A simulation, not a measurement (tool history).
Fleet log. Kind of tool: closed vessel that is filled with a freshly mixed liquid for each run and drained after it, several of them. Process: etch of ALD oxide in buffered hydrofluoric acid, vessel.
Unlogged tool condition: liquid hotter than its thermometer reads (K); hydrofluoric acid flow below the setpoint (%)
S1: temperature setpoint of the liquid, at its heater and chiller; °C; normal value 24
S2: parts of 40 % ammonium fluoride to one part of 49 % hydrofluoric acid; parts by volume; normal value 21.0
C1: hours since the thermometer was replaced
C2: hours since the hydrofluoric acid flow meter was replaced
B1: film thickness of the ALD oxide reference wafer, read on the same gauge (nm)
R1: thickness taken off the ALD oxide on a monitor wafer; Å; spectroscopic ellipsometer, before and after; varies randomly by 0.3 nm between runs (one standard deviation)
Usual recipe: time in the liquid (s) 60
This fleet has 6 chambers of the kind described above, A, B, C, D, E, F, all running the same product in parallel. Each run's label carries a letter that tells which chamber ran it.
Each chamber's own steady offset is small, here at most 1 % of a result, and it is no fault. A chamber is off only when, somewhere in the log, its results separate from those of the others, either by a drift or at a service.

Run 1B, hour 4.9: usual settings; C1 683.5; C2 1055.4; B1 60.007. Result: R1 510.84 Å.
Run 2A, hour 11.5: usual settings; C1 939.4; C2 458.0; B1 59.950. Result: R1 508.03 Å.
At hour 11.7: chamber A: thermometer replaced.
Run 3F, hour 15.7: usual settings; C1 203.5; C2 1120.4; B1 59.964. Result: R1 511.45 Å.
At hour 17.9: chamber B: hydrofluoric acid flow meter replaced.
Run 4E, hour 19.1: usual settings; C1 487.5; C2 876.6; B1 60.012. Result: R1 512.37 Å.
Run 5D, hour 23.4: usual settings; C1 191.5; C2 398.0; B1 60.043. Result: R1 513.84 Å.
Run 6C, hour 30.8: usual settings; C1 1659.1; C2 1342.0; B1 59.980. Result: R1 511.40 Å.
Run 7A, hour 36.1: usual settings; C1 24.5; C2 482.6; B1 59.980. Result: R1 501.66 Å.
Run 8D, hour 41.5: usual settings; C1 209.6; C2 416.1; B1 59.997. Result: R1 507.57 Å.
Run 9F, hour 45.7: usual settings; C1 233.5; C2 1150.4; B1 60.014. Result: R1 513.91 Å.
Run 10C, hour 51.1: usual settings; C1 1679.4; C2 1362.3; B1 59.993. Result: R1 517.38 Å.
Run 11B, hour 55.7: usual settings; C1 734.3; C2 37.8; B1 60.006. Result: R1 510.37 Å.
Run 12E, hour 61.0: usual settings; C1 529.4; C2 918.5; B1 60.024. Result: R1 510.02 Å.
Run 13B, hour 66.8: usual settings; C1 745.4; C2 48.9; B1 59.982. Result: R1 509.26 Å.
Run 14A, hour 74.3: usual settings but time in the liquid (s) 80; C1 62.7; C2 520.8; B1 59.944. Result: R1 661.41 Å.
Run 15E, hour 77.8: usual settings but time in the liquid (s) 80; C1 546.2; C2 935.3; B1 60.031. Result: R1 679.24 Å.
Run 16D, hour 83.8: usual settings but time in the liquid (s) 80; C1 251.9; C2 458.4; B1 60.007. Result: R1 679.63 Å.
Run 17C, hour 89.9: usual settings but time in the liquid (s) 80; C1 1718.2; C2 1401.1; B1 59.996. Result: R1 685.74 Å.
Run 18F, hour 96.3: usual settings but time in the liquid (s) 80; C1 284.1; C2 1201.0; B1 60.022. Result: R1 680.10 Å.
Run 19D, hour 100.3: usual settings but time in the liquid (s) 80; C1 268.4; C2 474.9; B1 59.947. Result: R1 683.78 Å.
Run 20C, hour 105.3: usual settings but S1 27 °C; C1 1733.6; C2 1416.5; B1 60.032. Result: R1 607.86 Å.
Run 21E, hour 111.2: usual settings but S1 27 °C; C1 579.6; C2 968.7; B1 59.950. Result: R1 606.50 Å.
Run 22A, hour 116.4: usual settings but S1 27 °C; C1 104.8; C2 562.9; B1 59.956. Result: R1 572.95 Å.
Run 23F, hour 122.5: usual settings but S1 27 °C; C1 310.3; C2 1227.2; B1 60.008. Result: R1 602.32 Å.
Run 24B, hour 126.8: usual settings but S1 27 °C; C1 805.4; C2 108.9; B1 59.947. Result: R1 599.73 Å.
Run 25F, hour 132.8: usual settings but S1 27 °C; C1 320.6; C2 1237.5; B1 59.996. Result: R1 600.85 Å.
Run 26A, hour 138.6: usual settings; C1 127.0; C2 585.1; B1 60.001. Result: R1 481.60 Å.
Run 27E, hour 143.7: usual settings; C1 612.1; C2 1001.2; B1 60.014. Result: R1 508.35 Å.
At hour 144.3: chamber E: thermometer replaced.
Run 28D, hour 147.2: usual settings; C1 315.3; C2 521.8; B1 60.016. Result: R1 509.95 Å.
Run 29C, hour 154.5: usual settings; C1 1782.8; C2 1465.7; B1 60.024. Result: R1 516.16 Å.
Run 30B, hour 158.4: usual settings but S2 18.5 parts by volume, time in the liquid (s) 35; C1 837.0; C2 140.5; B1 59.988. Result: R1 331.71 Å.
Run 31D, hour 163.1: usual settings but S2 18.5 parts by volume, time in the liquid (s) 35; C1 331.2; C2 537.7; B1 59.989. Result: R1 329.93 Å.
Run 32A, hour 167.4: usual settings but S2 18.5 parts by volume, time in the liquid (s) 35; C1 155.8; C2 613.9; B1 59.989. Result: R1 310.35 Å.
Run 33C, hour 173.3: usual settings but S2 18.5 parts by volume, time in the liquid (s) 35; C1 1801.6; C2 1484.5; B1 60.008. Result: R1 335.52 Å.
Run 34F, hour 177.8: usual settings but S2 18.5 parts by volume, time in the liquid (s) 35; C1 365.6; C2 1282.5; B1 59.987. Result: R1 330.97 Å.
Run 35E, hour 185.3: usual settings but S2 18.5 parts by volume, time in the liquid (s) 35; C1 41.0; C2 1042.8; B1 59.993. Result: R1 330.96 Å.
Run 36B, hour 191.1: usual settings; C1 869.7; C2 173.2; B1 60.006. Result: R1 513.28 Å.
Run 37D, hour 198.6: usual settings; C1 366.7; C2 573.2; B1 59.987. Result: R1 510.24 Å.
Run 38F, hour 203.9: usual settings; C1 391.7; C2 1308.6; B1 59.971. Result: R1 509.90 Å.

Predict what each chamber gives when all 6 of them run the settings below next.
Run 39A, hour 209.4: usual settings. Result: R1 ?.
Run 39B, hour 209.4: usual settings. Result: R1 ?.
Run 39C, hour 209.4: usual settings. Result: R1 ?.
Run 39D, hour 209.4: usual settings. Result: R1 ?.
Run 39E, hour 209.4: usual settings. Result: R1 ?.
Run 39F, hour 209.4: usual settings. Result: R1 ?.

run      R1
39A  476.39
39B  508.87
39C  513.41
39D  506.71
39E  507.57
39F  513.38
